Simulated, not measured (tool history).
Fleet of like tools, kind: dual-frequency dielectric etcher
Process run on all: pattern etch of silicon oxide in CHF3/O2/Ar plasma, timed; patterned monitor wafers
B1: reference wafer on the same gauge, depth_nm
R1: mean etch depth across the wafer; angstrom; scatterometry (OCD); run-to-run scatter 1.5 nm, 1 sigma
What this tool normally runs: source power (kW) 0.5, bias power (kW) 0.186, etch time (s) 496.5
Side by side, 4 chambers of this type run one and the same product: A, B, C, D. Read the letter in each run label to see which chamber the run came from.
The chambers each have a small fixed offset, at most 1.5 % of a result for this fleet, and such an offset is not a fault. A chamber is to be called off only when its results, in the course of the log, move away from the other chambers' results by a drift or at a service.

run 1A hour=3.4 | source_power_(kW)=0.5 bias_power_(kW)=0.186 etch_time_(s)=496.5 | B1=895.72 | R1=9187.1
-- hour=4.3 chamber C: wet clean of the chamber
run 2C hour=8.3 | source_power_(kW)=0.5 bias_power_(kW)=0.186 etch_time_(s)=496.5 | B1=895.49 | R1=9196.7
run 3D hour=11.2 | source_power_(kW)=0.5 bias_power_(kW)=0.186 etch_time_(s)=496.5 | B1=895.72 | R1=9350.4
run 4B hour=15.6 | source_power_(kW)=0.5 bias_power_(kW)=0.186 etch_time_(s)=496.5 | B1=895.01 | R1=9206.2
run 5A hour=18.4 | source_power_(kW)=0.5 bias_power_(kW)=0.186 etch_time_(s)=496.5 | B1=894.68 | R1=9193.4
run 6B hour=21.6 | source_power_(kW)=0.5 bias_power_(kW)=0.186 etch_time_(s)=496.5 | B1=894.87 | R1=9212.7
run 7D hour=25.4 | source_power_(kW)=0.5 bias_power_(kW)=0.186 etch_time_(s)=496.5 | B1=894.51 | R1=9360.8
run 8C hour=29.4 | source_power_(kW)=0.5 bias_power_(kW)=0.186 etch_time_(s)=496.5 | B1=894.46 | R1=9213.5
run 9C hour=33.3 | source_power_(kW)=0.5 bias_power_(kW)=0.186 etch_time_(s)=496.5 | B1=894.21 | R1=9199.4
run 10A hour=36.3 | source_power_(kW)=0.5 bias_power_(kW)=0.186 etch_time_(s)=496.5 | B1=894.32 | R1=9187.2
run 11B hour=40.4 | source_power_(kW)=0.5 bias_power_(kW)=0.186 etch_time_(s)=496.5 | B1=893.65 | R1=9160.2
run 12D hour=42.5 | source_power_(kW)=0.5 bias_power_(kW)=0.186 etch_time_(s)=496.5 | B1=893.69 | R1=9326.6
run 13A hour=44.9 | source_power_(kW)=0.5 bias_power_(kW)=0.186 etch_time_(s)=496.5 | B1=893.72 | R1=9171.2
run 14B hour=48.2 | source_power_(kW)=0.5 bias_power_(kW)=0.221 etch_time_(s)=373.5 | B1=893.23 | R1=7329
run 15D hour=52.7 | source_power_(kW)=0.5 bias_power_(kW)=0.221 etch_time_(s)=373.5 | B1=893.24 | R1=7443
run 16C hour=54.9 | source_power_(kW)=0.5 bias_power_(kW)=0.221 etch_time_(s)=373.5 | B1=893.17 | R1=7339.4
run 17B hour=59 | source_power_(kW)=0.5 bias_power_(kW)=0.221 etch_time_(s)=373.5 | B1=892.89 | R1=7308.4
run 18C hour=62 | source_power_(kW)=0.5 bias_power_(kW)=0.186 etch_time_(s)=496.5 | B1=892.63 | R1=9183.8
run 19A hour=64.6 | source_power_(kW)=0.5 bias_power_(kW)=0.186 etch_time_(s)=496.5 | B1=892.4 | R1=9164.5
run 20D hour=69.1 | source_power_(kW)=0.5 bias_power_(kW)=0.186 etch_time_(s)=496.5 | B1=892.27 | R1=9314.1
run 21B hour=73.8 | source_power_(kW)=0.5 bias_power_(kW)=0.186 etch_time_(s)=496.5 | B1=891.55 | R1=9174.1
run 22C hour=78.2 | source_power_(kW)=0.5 bias_power_(kW)=0.186 etch_time_(s)=496.5 | B1=891.65 | R1=9143.6
run 23A hour=82 | source_power_(kW)=0.5 bias_power_(kW)=0.216 etch_time_(s)=496.5 | B1=891.5 | R1=9648.5
run 24D hour=85.3 | source_power_(kW)=0.5 bias_power_(kW)=0.216 etch_time_(s)=496.5 | B1=891.28 | R1=9787.4
run 25D hour=88.8 | source_power_(kW)=0.5 bias_power_(kW)=0.216 etch_time_(s)=496.5 | B1=891.15 | R1=9794.5
run 26B hour=93.6 | source_power_(kW)=0.5 bias_power_(kW)=0.216 etch_time_(s)=496.5 | B1=890.66 | R1=9653.4
run 27A hour=97.4 | source_power_(kW)=0.5 bias_power_(kW)=0.186 etch_time_(s)=496.5 | B1=891.06 | R1=9146.1
run 28C hour=100.5 | source_power_(kW)=0.5 bias_power_(kW)=0.186 etch_time_(s)=496.5 | B1=890.54 | R1=9166.7
run 29C hour=104.6 | source_power_(kW)=0.5 bias_power_(kW)=0.228 etch_time_(s)=362 | B1=890.36 | R1=7181.4
run 30B hour=108.8 | source_power_(kW)=0.5 bias_power_(kW)=0.228 etch_time_(s)=362 | B1=889.6 | R1=7148.4

Predict what each chamber gives when all 4 of them run the settings below next.
run 31A hour=112.4 | source_power_(kW)=0.5 bias_power_(kW)=0.186 etch_time_(s)=496.5 | R1=?
run 31B hour=112.4 | source_power_(kW)=0.5 bias_power_(kW)=0.186 etch_time_(s)=496.5 | R1=?
run 31C hour=112.4 | source_power_(kW)=0.5 bias_power_(kW)=0.186 etch_time_(s)=496.5 | R1=?
run 31D hour=112.4 | source_power_(kW)=0.5 bias_power_(kW)=0.186 etch_time_(s)=496.5 | R1=?

run=31A R1=9162.7
run=31B R1=9145.9
run=31C R1=9162.6
run=31D R1=9270.9

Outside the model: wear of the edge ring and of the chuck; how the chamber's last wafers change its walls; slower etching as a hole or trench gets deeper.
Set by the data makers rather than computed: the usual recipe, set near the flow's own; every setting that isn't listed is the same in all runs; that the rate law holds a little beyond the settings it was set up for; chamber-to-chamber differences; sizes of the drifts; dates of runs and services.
